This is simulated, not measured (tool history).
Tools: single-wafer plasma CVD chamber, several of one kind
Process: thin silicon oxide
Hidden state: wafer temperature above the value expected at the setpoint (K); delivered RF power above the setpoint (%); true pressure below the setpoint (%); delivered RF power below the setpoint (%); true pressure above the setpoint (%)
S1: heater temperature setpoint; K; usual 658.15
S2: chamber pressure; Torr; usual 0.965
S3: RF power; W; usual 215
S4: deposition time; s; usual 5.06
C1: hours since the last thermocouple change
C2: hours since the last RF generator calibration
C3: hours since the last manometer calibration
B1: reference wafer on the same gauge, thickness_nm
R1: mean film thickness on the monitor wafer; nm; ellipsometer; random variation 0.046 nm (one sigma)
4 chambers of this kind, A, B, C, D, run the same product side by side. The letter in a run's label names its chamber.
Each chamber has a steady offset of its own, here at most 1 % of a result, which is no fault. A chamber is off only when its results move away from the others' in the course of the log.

run 1D day=0.65 | S1=658.15 S2=0.965 S3=215 S4=5.06 | C1=2092.9 C2=601.2 C3=1126.6 | B1=8.3248 | R1=9.6215
run 2A day=1.071 | S1=658.15 S2=0.965 S3=215 S4=5.06 | C1=979.5 C2=1446.4 C3=2885.5 | B1=8.327 | R1=9.4034
run 3B day=1.375 | S1=658.15 S2=0.965 S3=215 S4=5.06 | C1=554.2 C2=1078.7 C3=241.2 | B1=8.3285 | R1=9.6136
run 4C day=1.871 | S1=658.15 S2=0.965 S3=215 S4=5.06 | C1=270.3 C2=1575.5 C3=2863.8 | B1=8.329 | R1=9.5116
run 5A day=2.158 | S1=658.15 S2=0.965 S3=215 S4=4.48 | C1=1005.6 C2=1472.5 C3=2911.6 | B1=8.334 | R1=8.4671
run 6B day=2.55 | S1=658.15 S2=0.965 S3=215 S4=4.48 | C1=582.4 C2=1106.9 C3=269.4 | B1=8.3443 | R1=8.4294
run 7C day=2.846 | S1=658.15 S2=0.965 S3=215 S4=4.48 | C1=293.7 C2=1598.9 C3=2887.2 | B1=8.3377 | R1=8.3356
run 8D day=3.279 | S1=658.15 S2=0.965 S3=215 S4=4.48 | C1=2156 C2=664.3 C3=1189.7 | B1=8.3242 | R1=8.4378
run 9C day=3.571 | S1=658.15 S2=0.965 S3=215 S4=5.06 | C1=311.1 C2=1616.3 C3=2904.6 | B1=8.3309 | R1=9.5539
run 10A day=4.05 | S1=658.15 S2=0.965 S3=215 S4=5.06 | C1=1051 C2=1517.9 C3=2957 | B1=8.3295 | R1=9.5578
run 11B day=4.554 | S1=658.15 S2=0.965 S3=215 S4=5.06 | C1=630.5 C2=1155 C3=317.5 | B1=8.3333 | R1=9.4494
run 12D day=5.083 | S1=670.15 S2=0.965 S3=195 S4=5.06 | C1=2199.3 C2=707.6 C3=1233 | B1=8.3316 | R1=9.0635
run 13C day=5.7 | S1=670.15 S2=0.965 S3=195 S4=5.06 | C1=362.2 C2=1667.4 C3=2955.7 | B1=8.3274 | R1=8.9784
run 14A day=6.238 | S1=670.15 S2=0.965 S3=195 S4=5.06 | C1=1103.5 C2=1570.4 C3=3009.5 | B1=8.3233 | R1=8.9616
run 15B day=6.758 | S1=670.15 S2=0.965 S3=195 S4=5.06 | C1=683.4 C2=1207.9 C3=370.4 | B1=8.3228 | R1=8.9606
run 16D day=7.079 | S1=658.15 S2=0.86 S3=215 S4=5.06 | C1=2247.2 C2=755.5 C3=1280.9 | B1=8.3249 | R1=8.6428
-- day=7.292 chamber C: capacitance manometer re-zeroed and calibrated
run 17A day=7.421 | S1=658.15 S2=0.86 S3=215 S4=5.06 | C1=1131.9 C2=1598.8 C3=3037.9 | B1=8.3302 | R1=8.6144
run 18D day=7.938 | S1=658.15 S2=0.86 S3=215 S4=5.06 | C1=2267.8 C2=776.1 C3=1301.5 | B1=8.3333 | R1=8.6237
-- day=8.071 chamber C: RF generator calibrated
-- day=8.121 chamber D: capacitance manometer re-zeroed and calibrated
run 19C day=8.542 | S1=658.15 S2=0.86 S3=215 S4=5.06 | C1=430.4 C2=11.3 C3=30 | B1=8.3422 | R1=9.0854
run 20B day=9.075 | S1=658.15 S2=0.965 S3=215 S4=5.06 | C1=739 C2=1263.5 C3=426 | B1=8.3228 | R1=9.4832
-- day=9.162 chamber B: RF generator calibrated
run 21A day=9.517 | S1=658.15 S2=0.965 S3=215 S4=5.06 | C1=1182.2 C2=1649.1 C3=3088.2 | B1=8.3316 | R1=9.4651
run 22D day=9.879 | S1=658.15 S2=0.965 S3=215 S4=5.06 | C1=2314.4 C2=822.7 C3=42.2 | B1=8.3229 | R1=9.5626
run 23C day=10.2 | S1=658.15 S2=0.965 S3=215 S4=5.06 | C1=470.2 C2=51.1 C3=69.8 | B1=8.3331 | R1=9.9462
run 24B day=10.746 | S1=658.15 S2=0.965 S3=215 S4=5.06 | C1=779.1 C2=38 C3=466.1 | B1=8.3366 | R1=9.4794
-- day=10.767 chamber A: capacitance manometer re-zeroed and calibrated
-- day=10.983 chamber B: thermocouple changed; heater temperature recalibrated
run 25A day=11.162 | S1=658.15 S2=0.965 S3=215 S4=5.06 | C1=1221.7 C2=1688.6 C3=9.5 | B1=8.3316 | R1=9.5427
run 26B day=11.471 | S1=658.15 S2=0.965 S3=215 S4=5.06 | C1=11.8 C2=55.4 C3=483.5 | B1=8.3329 | R1=9.556
run 27D day=12.029 | S1=658.15 S2=0.965 S3=215 S4=5.06 | C1=2366 C2=874.3 C3=93.8 | B1=8.3436 | R1=9.4815
run 28C day=12.417 | S1=658.15 S2=1.157 S3=215 S4=4.45 | C1=523.4 C2=104.3 C3=123 | B1=8.332 | R1=9.8549
-- day=12.471 chamber A: thermocouple changed; heater temperature recalibrated
run 29A day=12.725 | S1=658.15 S2=1.157 S3=215 S4=4.45 | C1=6.1 C2=1726.1 C3=47 | B1=8.3306 | R1=9.4217
run 30C day=13.054 | S1=658.15 S2=1.157 S3=215 S4=4.45 | C1=538.7 C2=119.6 C3=138.3 | B1=8.3267 | R1=9.7917

What goes on in this fleet: one chamber off, a drifting gauge, or nothing beyond the chambers' own small offsets? Name the chamber and the cause, if any.

A service left chamber C off against the others.
Cause: true pressure above the setpoint (%) = 6.38.

Here are 4 candidates for chamber C's next run, each the usual settings with a change, their results left as question marks. Which one brings its results back in line with what the others give on the usual settings?
In line means no further than this from the other chambers' mean on the usual settings: R1 0.16 nm
run 31C-1 day=13.517 | S1=658.15 S2=0.987 S3=215 S4=5.17 | R1=?
run 31C-2 day=13.517 | S1=658.15 S2=0.927 S3=210 S4=4.87 | R1=?
run 31C-3 day=13.517 | S1=658.15 S2=0.965 S3=210 S4=4.89 | R1=?
run 31C-4 day=13.517 | S1=658.15 S2=1.003 S3=220 S4=5.25 | R1=?

The other chambers' mean on the usual settings: R1 9.5098 nm
run=31C-1 R1=10.312
run=31C-2 R1=9.2199
run=31C-3 R1=9.5069
run=31C-4 R1=10.693
31C-3 brings the chamber back in line.
